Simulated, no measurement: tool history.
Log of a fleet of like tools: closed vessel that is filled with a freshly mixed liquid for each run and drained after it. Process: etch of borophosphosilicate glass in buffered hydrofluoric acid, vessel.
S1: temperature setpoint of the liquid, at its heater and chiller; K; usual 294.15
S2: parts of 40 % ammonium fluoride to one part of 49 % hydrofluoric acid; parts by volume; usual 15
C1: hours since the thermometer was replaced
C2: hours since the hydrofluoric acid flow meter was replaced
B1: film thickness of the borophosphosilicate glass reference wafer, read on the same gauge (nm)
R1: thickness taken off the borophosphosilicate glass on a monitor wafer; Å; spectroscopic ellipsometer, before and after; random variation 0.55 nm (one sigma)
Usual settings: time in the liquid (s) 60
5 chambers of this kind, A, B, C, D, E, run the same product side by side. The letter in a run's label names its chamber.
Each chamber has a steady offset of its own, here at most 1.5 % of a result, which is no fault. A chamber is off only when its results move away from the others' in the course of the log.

run 1C hour=8.8 | S1=294.15 S2=15 time_in_the_liquid_(s)=60 | C1=1466.9 C2=844.4 | B1=150.00 | R1=596.17
run 2A hour=19.4 | S1=294.15 S2=15 time_in_the_liquid_(s)=60 | C1=123.0 C2=742.7 | B1=150.01 | R1=604.99
-- hour=24.9 chamber C: hydrofluoric acid flow meter replaced
run 3E hour=30.9 | S1=294.15 S2=15 time_in_the_liquid_(s)=60 | C1=970.4 C2=151.0 | B1=150.00 | R1=613.18
run 4B hour=40.5 | S1=294.15 S2=15 time_in_the_liquid_(s)=60 | C1=250.5 C2=784.4 | B1=149.99 | R1=601.58
run 5D hour=47.1 | S1=294.15 S2=15 time_in_the_liquid_(s)=60 | C1=897.3 C2=1020.7 | B1=150.00 | R1=610.44
run 6A hour=53.8 | S1=294.15 S2=15 time_in_the_liquid_(s)=60 | C1=157.4 C2=777.1 | B1=150.01 | R1=598.65
run 7C hour=63.2 | S1=294.15 S2=15 time_in_the_liquid_(s)=90 | C1=1521.3 C2=38.4 | B1=150.00 | R1=909.52
run 8D hour=69.8 | S1=294.15 S2=15 time_in_the_liquid_(s)=90 | C1=920.0 C2=1043.4 | B1=150.00 | R1=906.46
run 9E hour=77.7 | S1=294.15 S2=15 time_in_the_liquid_(s)=90 | C1=1017.2 C2=197.8 | B1=149.99 | R1=915.64
run 10B hour=86.4 | S1=294.15 S2=15 time_in_the_liquid_(s)=90 | C1=296.4 C2=830.3 | B1=150.02 | R1=914.39
run 11E hour=94.2 | S1=294.15 S2=15 time_in_the_liquid_(s)=90 | C1=1033.7 C2=214.3 | B1=150.00 | R1=908.69
run 12B hour=102.1 | S1=294.15 S2=15 time_in_the_liquid_(s)=60 | C1=312.1 C2=846.0 | B1=149.99 | R1=614.42
run 13C hour=107.6 | S1=294.15 S2=15 time_in_the_liquid_(s)=60 | C1=1565.7 C2=82.8 | B1=149.97 | R1=601.49
run 14D hour=113.0 | S1=294.15 S2=15 time_in_the_liquid_(s)=60 | C1=963.2 C2=1086.6 | B1=150.03 | R1=602.48
run 15A hour=122.7 | S1=294.15 S2=15 time_in_the_liquid_(s)=60 | C1=226.3 C2=846.0 | B1=150.01 | R1=590.27
run 16B hour=130.4 | S1=294.15 S2=15 time_in_the_liquid_(s)=60 | C1=340.4 C2=874.3 | B1=150.00 | R1=607.08
run 17E hour=142.1 | S1=294.15 S2=15 time_in_the_liquid_(s)=60 | C1=1081.6 C2=262.2 | B1=150.00 | R1=616.44
run 18D hour=153.4 | S1=294.15 S2=15 time_in_the_liquid_(s)=60 | C1=1003.6 C2=1127.0 | B1=150.00 | R1=603.34
run 19C hour=164.4 | S1=294.15 S2=15 time_in_the_liquid_(s)=60 | C1=1622.5 C2=139.6 | B1=150.03 | R1=609.29
run 20A hour=174.6 | S1=294.15 S2=15 time_in_the_liquid_(s)=60 | C1=278.2 C2=897.9 | B1=149.98 | R1=600.10
run 21A hour=182.7 | S1=294.15 S2=15 time_in_the_liquid_(s)=60 | C1=286.3 C2=906.0 | B1=150.01 | R1=605.05
run 22B hour=194.4 | S1=294.15 S2=15 time_in_the_liquid_(s)=60 | C1=404.4 C2=938.3 | B1=150.00 | R1=609.50
run 23C hour=200.7 | S1=294.15 S2=15 time_in_the_liquid_(s)=60 | C1=1658.8 C2=175.9 | B1=149.99 | R1=609.06
run 24E hour=210.1 | S1=294.15 S2=15 time_in_the_liquid_(s)=60 | C1=1149.6 C2=330.2 | B1=150.01 | R1=614.95
run 25D hour=215.5 | S1=294.15 S2=15 time_in_the_liquid_(s)=60 | C1=1065.7 C2=1189.1 | B1=149.98 | R1=593.14
run 26A hour=225.6 | S1=294.15 S2=15 time_in_the_liquid_(s)=60 | C1=329.2 C2=948.9 | B1=149.98 | R1=595.13
run 27C hour=236.6 | S1=294.15 S2=15 time_in_the_liquid_(s)=60 | C1=1694.7 C2=211.8 | B1=150.01 | R1=601.21
run 28B hour=246.3 | S1=290.15 S2=15 time_in_the_liquid_(s)=35 | C1=456.3 C2=990.2 | B1=150.02 | R1=286.47
run 29D hour=258.0 | S1=290.15 S2=15 time_in_the_liquid_(s)=35 | C1=1108.2 C2=1231.6 | B1=150.01 | R1=282.66
run 30E hour=269.9 | S1=290.15 S2=15 time_in_the_liquid_(s)=35 | C1=1209.4 C2=390.0 | B1=150.00 | R1=284.62
-- hour=273.5 chamber C: thermometer replaced
run 31C hour=275.5 | S1=290.15 S2=15 time_in_the_liquid_(s)=35 | C1=2.0 C2=250.7 | B1=149.98 | R1=283.89
-- hour=283.4 chamber D: hydrofluoric acid flow meter replaced
run 32B hour=286.4 | S1=290.15 S2=15 time_in_the_liquid_(s)=35 | C1=496.4 C2=1030.3 | B1=149.99 | R1=285.45
run 33A hour=292.4 | S1=298.15 S2=15 time_in_the_liquid_(s)=45 | C1=396.0 C2=1015.7 | B1=149.99 | R1=565.25
run 34D hour=301.7 | S1=298.15 S2=15 time_in_the_liquid_(s)=45 | C1=1151.9 C2=18.4 | B1=150.00 | R1=558.70
run 35E hour=308.3 | S1=298.15 S2=15 time_in_the_liquid_(s)=45 | C1=1247.8 C2=428.4 | B1=149.98 | R1=574.90
run 36B hour=319.4 | S1=298.15 S2=15 time_in_the_liquid_(s)=45 | C1=529.4 C2=1063.3 | B1=150.01 | R1=562.28
run 37D hour=328.8 | S1=298.15 S2=15 time_in_the_liquid_(s)=45 | C1=1179.0 C2=45.5 | B1=149.99 | R1=554.43
run 38C hour=341.0 | S1=294.15 S2=15 time_in_the_liquid_(s)=60 | C1=67.5 C2=316.2 | B1=149.99 | R1=610.42
run 39A hour=352.2 | S1=294.15 S2=15 time_in_the_liquid_(s)=60 | C1=455.8 C2=1075.5 | B1=150.01 | R1=600.10
run 40E hour=358.5 | S1=294.15 S2=15 time_in_the_liquid_(s)=60 | C1=1298.0 C2=478.6 | B1=149.99 | R1=615.06
run 41A hour=365.4 | S1=294.15 S2=15 time_in_the_liquid_(s)=60 | C1=469.0 C2=1088.7 | B1=150.01 | R1=590.11
run 42D hour=375.5 | S1=294.15 S2=15 time_in_the_liquid_(s)=60 | C1=1225.7 C2=92.2 | B1=150.01 | R1=608.57

Is one chamber off against the others, does the gauge drift, or is nothing wrong? If a chamber is off, say which, and what the likeliest cause is.

No chamber stands off beyond its own small offset, and the gauge holds steady.
